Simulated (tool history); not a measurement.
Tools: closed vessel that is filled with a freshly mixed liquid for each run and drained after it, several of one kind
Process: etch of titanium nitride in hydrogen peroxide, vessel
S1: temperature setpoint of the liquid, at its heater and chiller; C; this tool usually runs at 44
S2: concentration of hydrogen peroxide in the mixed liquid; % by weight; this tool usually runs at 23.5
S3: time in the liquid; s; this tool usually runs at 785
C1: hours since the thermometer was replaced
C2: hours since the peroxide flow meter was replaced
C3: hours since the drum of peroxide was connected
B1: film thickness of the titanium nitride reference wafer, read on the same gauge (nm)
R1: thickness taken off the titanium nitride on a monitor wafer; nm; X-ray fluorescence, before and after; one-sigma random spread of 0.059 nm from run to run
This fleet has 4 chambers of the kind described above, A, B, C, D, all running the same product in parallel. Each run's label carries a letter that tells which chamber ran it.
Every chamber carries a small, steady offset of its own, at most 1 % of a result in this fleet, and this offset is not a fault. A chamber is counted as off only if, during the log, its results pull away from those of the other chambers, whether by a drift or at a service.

run,day,S1,S2,S3,C1,C2,C3,B1,R1
1C,0.125,44,23.5,785,471.7,1126.8,153.3,129.98,15.55
2A,0.329,44,23.5,785,70.7,100.1,75.5,129.98,15.498
3B,0.45,44,23.5,785,789.5,973.4,48.4,130.01,15.628
4D,0.608,44,23.5,785,1015.4,1721,341.7,129.98,15.386
5A,0.725,44,23.5,785,80.2,109.6,85,130.01,15.412
6D,0.871,44,23.5,785,1021.7,1727.3,348,130.04,15.437
7C,1.058,44,23.5,785,494.1,1149.2,175.7,129.99,15.55
8B,1.233,44,23.5,785,808.3,992.2,67.2,130.01,15.48
9C,1.383,44,23.5,785,501.9,1157,183.5,129.97,15.524
10B,1.604,44,23.5,785,817.2,1001.1,76.1,130,15.426
11D,1.792,44,23.5,340,1043.8,1749.4,370.1,130.02,6.7296
12A,2.008,44,23.5,340,111,140.4,115.8,130.01,6.6612
13C,2.179,44,23.5,340,521,1176.1,202.6,130.02,6.7711
14B,2.342,44,23.5,340,834.9,1018.8,93.8,130,6.6791
15A,2.483,44,23.5,785,122.4,151.8,127.2,130.02,15.545
16D,2.625,44,23.5,445,1063.8,1769.4,390.1,129.98,8.8852
17D,2.804,44,23.5,445,1068.1,1773.7,394.4,130.01,8.8534
18A,2.954,44,23.5,445,133.7,163.1,138.5,130,8.7404
19B,3.162,44,23.5,445,854.6,1038.5,113.5,130.02,8.7915
20C,3.354,44,23.5,785,549.2,1204.3,230.8,130.01,15.508
21C,3.521,44,23.5,785,553.2,1208.3,234.8,129.98,15.616
22A,3.733,44,23.5,785,152.4,181.8,157.2,130.03,15.4
23B,3.858,44,23.5,785,871.3,1055.2,130.2,130.01,15.332
24D,4.012,44,23.5,785,1097.1,1802.7,423.4,129.96,15.85
25A,4.162,44,23.5,785,162.7,192.1,167.5,130.04,15.499
26C,4.312,44,23.5,785,572.2,1227.3,253.8,129.99,15.521
27B,4.425,44,23.5,785,884.9,1068.8,143.8,130,15.4

Is one chamber off against the others, does the gauge drift, or is nothing wrong? If a chamber is off, say which, and what the likeliest cause is.

Little by little, chamber D moves away from the other chambers.
What lies behind it: liquid hotter than its thermometer reads (K) = 0.453.

Chamber D could run next with any of the 4 candidate recipes listed below; each alters the usual settings, and their results appear as question marks. Which one brings its results back in line with what the other chambers deliver on the usual settings?
A result is in line if it is within this distance of the other chambers' mean on the usual settings: R1 0.21 nm
28D-1,4.596,44.5,23.5,795,,,,,?
28D-2,4.596,44,23.5,765,,,,,?
28D-3,4.596,43.5,23.5,770,,,,,?
28D-4,4.596,44,23.5,805,,,,,?

The other chambers' mean on the usual settings: R1 15.493 nm
run,R1
28D-1,16.747
28D-2,15.524
28D-3,15.063
28D-4,16.336
It is 28D-2 that realigns the chamber with its peers.

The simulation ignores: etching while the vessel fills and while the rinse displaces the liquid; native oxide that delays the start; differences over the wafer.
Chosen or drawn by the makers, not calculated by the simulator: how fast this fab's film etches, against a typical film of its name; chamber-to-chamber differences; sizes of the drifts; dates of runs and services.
